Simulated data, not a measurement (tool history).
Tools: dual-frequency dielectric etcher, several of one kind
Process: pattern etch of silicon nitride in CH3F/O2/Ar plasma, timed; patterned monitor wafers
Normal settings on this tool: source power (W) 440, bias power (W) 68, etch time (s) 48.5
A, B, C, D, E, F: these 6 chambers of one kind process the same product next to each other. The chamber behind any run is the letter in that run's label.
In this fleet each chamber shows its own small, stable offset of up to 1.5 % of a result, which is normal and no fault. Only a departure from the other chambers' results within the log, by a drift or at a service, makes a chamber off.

| run | hour | source power (W) | bias power (W) | etch time (s) | read-back reference wafer on the same gauge, depth_nm | mean etch depth across the wafer (angstrom) |
|---|---|---|---|---|---|---|
| 1F | 8.1 | 440 | 68 | 48.5 | 37.879 | 346.1 |
| 2E | 20.2 | 440 | 68 | 48.5 | 37.893 | 346.97 |
| 3B | 34.1 | 440 | 68 | 48.5 | 37.889 | 346.86 |
| 4D | 45.8 | 440 | 68 | 48.5 | 37.884 | 346.75 |
| 5C | 57.4 | 440 | 68 | 48.5 | 37.921 | 346.19 |
| 6A | 67.9 | 370 | 68 | 48.5 | 37.892 | 325.29 |
| 7B | 81.2 | 370 | 68 | 48.5 | 37.897 | 323.81 |
| 8D | 96.4 | 370 | 68 | 48.5 | 37.921 | 322.85 |
|  | 104.1 | chamber A: source power generator calibrated |
| 9A | 110.7 | 370 | 68 | 48.5 | 37.903 | 325.52 |
| 10C | 119.3 | 370 | 68 | 48.5 | 37.898 | 320.1 |
| 11F | 134.2 | 370 | 68 | 48.5 | 37.922 | 323.37 |
| 12E | 143.8 | 440 | 68 | 48.5 | 37.908 | 349.84 |
| 13E | 155.6 | 440 | 68 | 48.5 | 37.909 | 348.07 |
| 14A | 166 | 440 | 68 | 48.5 | 37.896 | 349.16 |
| 15D | 175.4 | 440 | 68 | 48.5 | 37.904 | 345.2 |
| 16C | 189.2 | 440 | 68 | 48.5 | 37.911 | 339.27 |
| 17B | 200.1 | 440 | 76 | 48.5 | 37.894 | 360.11 |
| 18F | 211.4 | 440 | 76 | 48.5 | 37.894 | 358.72 |
|  | 213.2 | chamber E: source power generator calibrated |
| 19D | 223.1 | 440 | 76 | 48.5 | 37.905 | 358.64 |
| 20B | 231 | 440 | 76 | 48.5 | 37.902 | 359.2 |
| 21E | 242.5 | 440 | 76 | 48.5 | 37.917 | 362.91 |
|  | 247.1 | chamber B: wet clean of the chamber |
| 22F | 255.2 | 440 | 76 | 48.5 | 37.891 | 358.58 |
| 23C | 264.1 | 510 | 68 | 58.5 | 37.893 | 430.83 |
|  | 269.4 | chamber F: bias power generator calibrated |
| 24A | 270.8 | 510 | 68 | 58.5 | 37.91 | 444.79 |
|  | 271.5 | chamber E: wet clean of the chamber |
| 25B | 279.1 | 510 | 68 | 58.5 | 37.928 | 442.69 |
| 26E | 289.9 | 510 | 68 | 58.5 | 37.912 | 442.8 |
| 27F | 299 | 510 | 68 | 58.5 | 37.877 | 440.92 |
| 28A | 310.6 | 510 | 68 | 58.5 | 37.884 | 446.4 |
| 29C | 319.9 | 440 | 68 | 48.5 | 37.913 | 334.67 |
| 30D | 328.7 | 440 | 68 | 48.5 | 37.932 | 345.05 |
|  | 334.6 | chamber A: bias power generator calibrated |
| 31D | 335.8 | 440 | 68 | 48.5 | 37.897 | 344.83 |
|  | 342.4 | chamber F: wet clean of the chamber |
| 32B | 343.2 | 500 | 68 | 35 | 37.882 | 262.01 |
| 33C | 354.7 | 500 | 68 | 35 | 37.879 | 253.27 |
| 34E | 362 | 500 | 68 | 35 | 37.916 | 266.25 |
| 35F | 370.6 | 500 | 68 | 35 | 37.884 | 262.05 |
| 36A | 383.5 | 500 | 68 | 35 | 37.902 | 264.9 |
| 37C | 391.2 | 500 | 68 | 35 | 37.916 | 252.67 |

All chambers now run identical settings, listed one chamber a line with results as question marks. What results will each chamber show?
| 38A | 402.3 | 440 | 74 | 48.5 |  | ? |
| 38B | 402.3 | 440 | 74 | 48.5 |  | ? |
| 38C | 402.3 | 440 | 74 | 48.5 |  | ? |
| 38D | 402.3 | 440 | 74 | 48.5 |  | ? |
| 38E | 402.3 | 440 | 74 | 48.5 |  | ? |
| 38F | 402.3 | 440 | 74 | 48.5 |  | ? |

| run | mean etch depth across the wafer (angstrom) |
|---|---|
| 38A | 360.28 |
| 38B | 357.25 |
| 38C | 343.06 |
| 38D | 357.57 |
| 38E | 357.99 |
| 38F | 356.1 |
